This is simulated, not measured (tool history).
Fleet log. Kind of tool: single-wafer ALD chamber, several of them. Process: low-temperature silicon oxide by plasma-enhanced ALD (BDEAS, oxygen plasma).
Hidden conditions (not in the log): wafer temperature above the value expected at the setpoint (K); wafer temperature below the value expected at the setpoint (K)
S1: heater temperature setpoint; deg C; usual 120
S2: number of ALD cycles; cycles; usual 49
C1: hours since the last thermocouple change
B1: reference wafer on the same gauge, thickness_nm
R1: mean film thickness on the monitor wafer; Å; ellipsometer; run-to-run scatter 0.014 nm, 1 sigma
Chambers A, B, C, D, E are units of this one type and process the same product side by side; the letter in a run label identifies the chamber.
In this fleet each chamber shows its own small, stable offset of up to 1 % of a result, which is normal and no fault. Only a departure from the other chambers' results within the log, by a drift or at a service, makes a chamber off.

run	day	S1	S2	C1	B1	R1
1E	0.171	120	49	801.6	6.7418	67.970
2C	0.325	120	49	747.5	6.7414	66.626
3B	0.454	120	49	1612.1	6.7432	67.392
4A	0.600	120	49	1875.4	6.7426	67.615
5D	0.700	131	57	153.9	6.7404	76.192
6B	0.821	131	57	1620.9	6.7445	76.718
7E	0.933	131	57	819.9	6.7387	77.385
8A	1.146	131	57	1888.5	6.7389	77.368
9C	1.346	131	57	772.0	6.7361	76.259
10D	1.446	115	49	171.8	6.7398	67.506
11A	1.567	115	49	1898.6	6.7407	68.224
12E	1.721	115	49	838.8	6.7401	68.808
13C	1.933	115	49	786.1	6.7409	67.748
14D	2.042	115	49	186.1	6.7372	67.407
15B	2.246	120	49	1655.1	6.7385	67.241
16A	2.367	120	49	1917.8	6.7400	67.825
17E	2.558	120	49	858.9	6.7380	68.049
18D	2.667	120	49	201.1	6.7444	66.707
19C	2.825	120	49	807.5	6.7408	66.784
20B	2.967	120	49	1672.4	6.7396	67.213
21C	3.092	120	49	813.9	6.7380	66.791
22D	3.292	109	41	216.1	6.7341	57.033
23B	3.479	109	41	1684.7	6.7409	57.482
24E	3.633	109	41	884.7	6.7416	58.127
25A	3.850	109	41	1953.4	6.7434	57.869
26C	4.025	109	41	836.3	6.7387	57.106
27E	4.246	120	49	899.4	6.7397	68.003
28D	4.412	120	49	243.0	6.7385	67.115
29A	4.542	120	49	1970.0	6.7386	67.574
30B	4.692	120	49	1713.8	6.7415	66.976
31D	4.900	114	49	254.7	6.7421	67.776
32A	5.121	114	49	1983.9	6.7404	68.518
33E	5.250	114	49	923.5	6.7413	68.662

All 5 chambers run these settings next. Forecast each chamber's results:
34A	5.408	120	49			?
34B	5.408	120	49			?
34C	5.408	120	49			?
34D	5.408	120	49			?
34E	5.408	120	49			?

run	R1
34A	67.737
34B	67.245
34C	66.788
34D	66.816
34E	68.291

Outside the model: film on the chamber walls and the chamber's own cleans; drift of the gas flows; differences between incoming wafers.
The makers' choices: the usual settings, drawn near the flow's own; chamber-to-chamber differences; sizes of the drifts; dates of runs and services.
